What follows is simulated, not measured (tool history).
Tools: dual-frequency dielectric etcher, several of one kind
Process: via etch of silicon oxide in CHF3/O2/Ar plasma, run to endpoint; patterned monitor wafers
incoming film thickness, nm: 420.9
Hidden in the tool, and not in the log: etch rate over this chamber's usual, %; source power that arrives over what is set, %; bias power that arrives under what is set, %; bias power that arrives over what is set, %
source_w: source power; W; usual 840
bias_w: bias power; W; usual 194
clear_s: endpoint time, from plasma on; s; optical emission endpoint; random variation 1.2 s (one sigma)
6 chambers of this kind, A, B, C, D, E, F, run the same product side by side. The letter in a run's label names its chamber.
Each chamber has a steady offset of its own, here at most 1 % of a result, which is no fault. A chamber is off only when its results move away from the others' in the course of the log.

run,day,source_w,bias_w,hours since the last wet clean,hours since the last source power generator calibration,hours since the last bias power generator calibration,clear_s
1B,0.404,840,194,548.3,1592.4,748.6,184.77
2F,0.829,840,194,171.8,391.5,2299.2,182.00
3A,1.250,840,194,416.4,2323.9,4317.6,185.30
4C,1.754,840,194,274.7,3439.6,167.3,182.46
5D,2.071,750,216,174.7,3251.4,4271.5,185.34
6E,2.321,750,216,109.3,2008.7,876.2,181.88
7E,2.596,750,216,115.9,2015.3,882.8,183.95
8D,2.962,750,216,196.1,3272.8,4292.9,185.83
# day 3.254: chamber A: wet clean of the chamber
9F,3.396,750,216,233.4,453.1,2360.8,186.19
10A,3.638,750,216,9.2,2381.2,4374.9,185.68
11B,4.058,840,194,636.0,1680.1,836.3,181.67
12C,4.542,840,179,341.6,3506.5,234.2,185.77
13C,4.950,840,179,351.4,3516.3,244.0,186.20
14B,5.183,840,179,663.0,1707.1,863.3,185.52
15D,5.517,840,179,257.4,3334.1,4354.2,190.05
16A,5.867,840,179,62.7,2434.7,4428.4,191.26
# day 6.050: chamber B: wet clean of the chamber
17F,6.388,840,179,305.2,524.9,2432.6,186.62
18E,6.733,840,194,215.2,2114.6,982.1,179.68
19E,6.971,840,194,220.9,2120.3,987.8,180.17
20A,7.271,840,194,96.4,2468.4,4462.1,184.46
21D,7.662,840,194,308.9,3385.6,4405.7,182.64
22F,7.954,840,194,342.8,562.5,2470.2,182.48
23B,8.429,840,194,57.1,1785.0,941.2,183.21
24C,8.792,840,194,443.6,3608.5,336.2,177.19
# day 9.283: chamber D: wet clean of the chamber
25B,9.317,840,172,78.4,1806.3,962.5,189.68
26D,9.583,840,172,7.3,3431.7,4451.8,191.46
27E,9.900,840,172,291.2,2190.6,1058.1,187.43
28F,10.425,840,172,402.1,621.8,2529.5,187.65
29A,10.779,840,172,180.6,2552.6,4546.3,193.00
30C,11.154,840,172,500.3,3665.2,392.9,186.96
31D,11.400,840,194,50.9,3475.3,4495.4,183.94
# day 11.846: chamber E: wet clean of the chamber
32B,11.908,840,194,140.6,1868.5,1024.7,183.61
33E,12.167,840,194,7.7,2245.0,1112.5,180.59
34A,12.633,840,194,225.1,2597.1,4590.8,184.54
35C,13.075,840,194,546.4,3711.3,439.0,178.51
36F,13.467,840,194,475.1,694.8,2602.5,183.64
37E,13.850,760,225,48.1,2285.4,1152.9,178.48
# day 14.329: chamber D: bias power generator calibrated
38B,14.338,760,225,198.9,1926.8,1083.0,180.83
39A,14.821,760,225,277.6,2649.6,4643.3,182.53
40D,15.300,760,225,144.5,3568.9,23.3,182.38

What goes on in this fleet: one chamber off, a drifting gauge, or nothing beyond the chambers' own small offsets? Name the chamber and the cause, if any.

Chamber C drifts away from the others.
Cause: etch rate over this chamber's usual, % = 4.09.

Here are 4 candidates for chamber C's next run, each the usual settings with a change, their results left as question marks. Which one brings its results back in line with what the others give on the usual settings?
In line means no further than this from the other chambers' mean on the usual settings: clear_s 4.20 s
41C-1,15.679,890,205,,,,?
41C-2,15.679,950,216,,,,?
41C-3,15.679,840,150,,,,?
41C-4,15.679,750,194,,,,?

The other chambers' mean on the usual settings: clear_s 183.02 s
run,clear_s
41C-1,168.25
41C-2,161.19
41C-3,190.73
41C-4,183.10
41C-4 brings the chamber back in line.

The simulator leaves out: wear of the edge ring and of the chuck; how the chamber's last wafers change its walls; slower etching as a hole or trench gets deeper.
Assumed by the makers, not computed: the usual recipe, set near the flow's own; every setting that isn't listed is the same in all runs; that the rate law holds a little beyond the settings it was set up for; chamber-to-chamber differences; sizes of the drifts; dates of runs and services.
